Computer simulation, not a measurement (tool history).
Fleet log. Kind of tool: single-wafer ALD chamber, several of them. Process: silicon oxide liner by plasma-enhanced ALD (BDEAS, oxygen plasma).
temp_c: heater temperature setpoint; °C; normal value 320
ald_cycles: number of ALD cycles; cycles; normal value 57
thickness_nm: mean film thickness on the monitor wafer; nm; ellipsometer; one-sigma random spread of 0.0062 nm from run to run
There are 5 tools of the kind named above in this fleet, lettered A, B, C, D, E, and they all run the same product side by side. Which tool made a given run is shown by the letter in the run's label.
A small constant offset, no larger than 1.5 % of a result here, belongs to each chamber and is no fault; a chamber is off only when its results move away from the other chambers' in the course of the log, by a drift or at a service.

run	day	temp_c	ald_cycles	hours since the last thermocouple change	read-back reference wafer on the same gauge, thickness_nm	thickness_nm
1D	0.179	320	57	3171.5	5.1310	5.2100
2A	0.429	320	57	2558.4	5.1318	5.1201
3C	0.629	320	57	1918.8	5.1313	5.1988
4E	0.862	320	57	1539.7	5.1328	5.1319
5B	1.054	313	65	344.0	5.1349	5.9522
6B	1.300	313	65	349.9	5.1344	5.9483
7A	1.467	313	65	2583.3	5.1356	5.9173
8E	1.746	313	65	1560.9	5.1364	5.9061
9C	2.008	313	65	1951.9	5.1379	5.9982
10D	2.167	308	52	3219.2	5.1385	4.8336
11D	2.462	308	52	3226.3	5.1401	4.8328
12C	2.621	308	52	1966.6	5.1388	4.8436
# day 2.738: chamber E: thermocouple changed; heater temperature recalibrated
13B	2.842	308	52	386.9	5.1390	4.8029
14A	3.046	308	52	2621.2	5.1415	4.7619
15E	3.279	320	57	13.1	5.1405	5.1438
16B	3.492	320	57	402.5	5.1406	5.1797
17A	3.729	320	57	2637.6	5.1421	5.1364
18C	3.929	320	57	1998.0	5.1441	5.2086
# day 4.104: chamber A: thermocouple changed; heater temperature recalibrated
19D	4.212	320	57	3268.3	5.1448	5.2129
20E	4.383	320	62	39.6	5.1452	5.5991
21E	4.571	320	62	44.1	5.1460	5.5979
# day 4.792: chamber D: thermocouple changed; heater temperature recalibrated
22B	4.846	320	62	435.0	5.1467	5.6212
23D	5.042	320	62	6.0	5.1472	5.6815
24A	5.217	320	62	26.7	5.1480	5.6039
25C	5.354	320	57	2032.2	5.1479	5.2169
26B	5.604	320	57	453.2	5.1494	5.1842
27C	5.738	320	57	2041.4	5.1488	5.2150
28A	5.892	320	57	42.9	5.1508	5.1586
29D	6.029	320	57	29.7	5.1507	5.2357
30E	6.242	320	57	84.2	5.1504	5.1529
31A	6.450	320	57	56.3	5.1527	5.1561
32D	6.708	320	57	46.0	5.1537	5.2266
33E	6.871	320	57	99.3	5.1549	5.1570
34C	7.154	320	57	2075.4	5.1547	5.2242

Does one chamber stand apart from the rest, does the shared gauge drift, or is all well apart from small per-chamber offsets? Give the chamber and the most likely cause, where there is one.

Gauge drift. The chambers move together only on paper, and none stands off.
Most likely cause: gauge reads high (%) = 0.492.

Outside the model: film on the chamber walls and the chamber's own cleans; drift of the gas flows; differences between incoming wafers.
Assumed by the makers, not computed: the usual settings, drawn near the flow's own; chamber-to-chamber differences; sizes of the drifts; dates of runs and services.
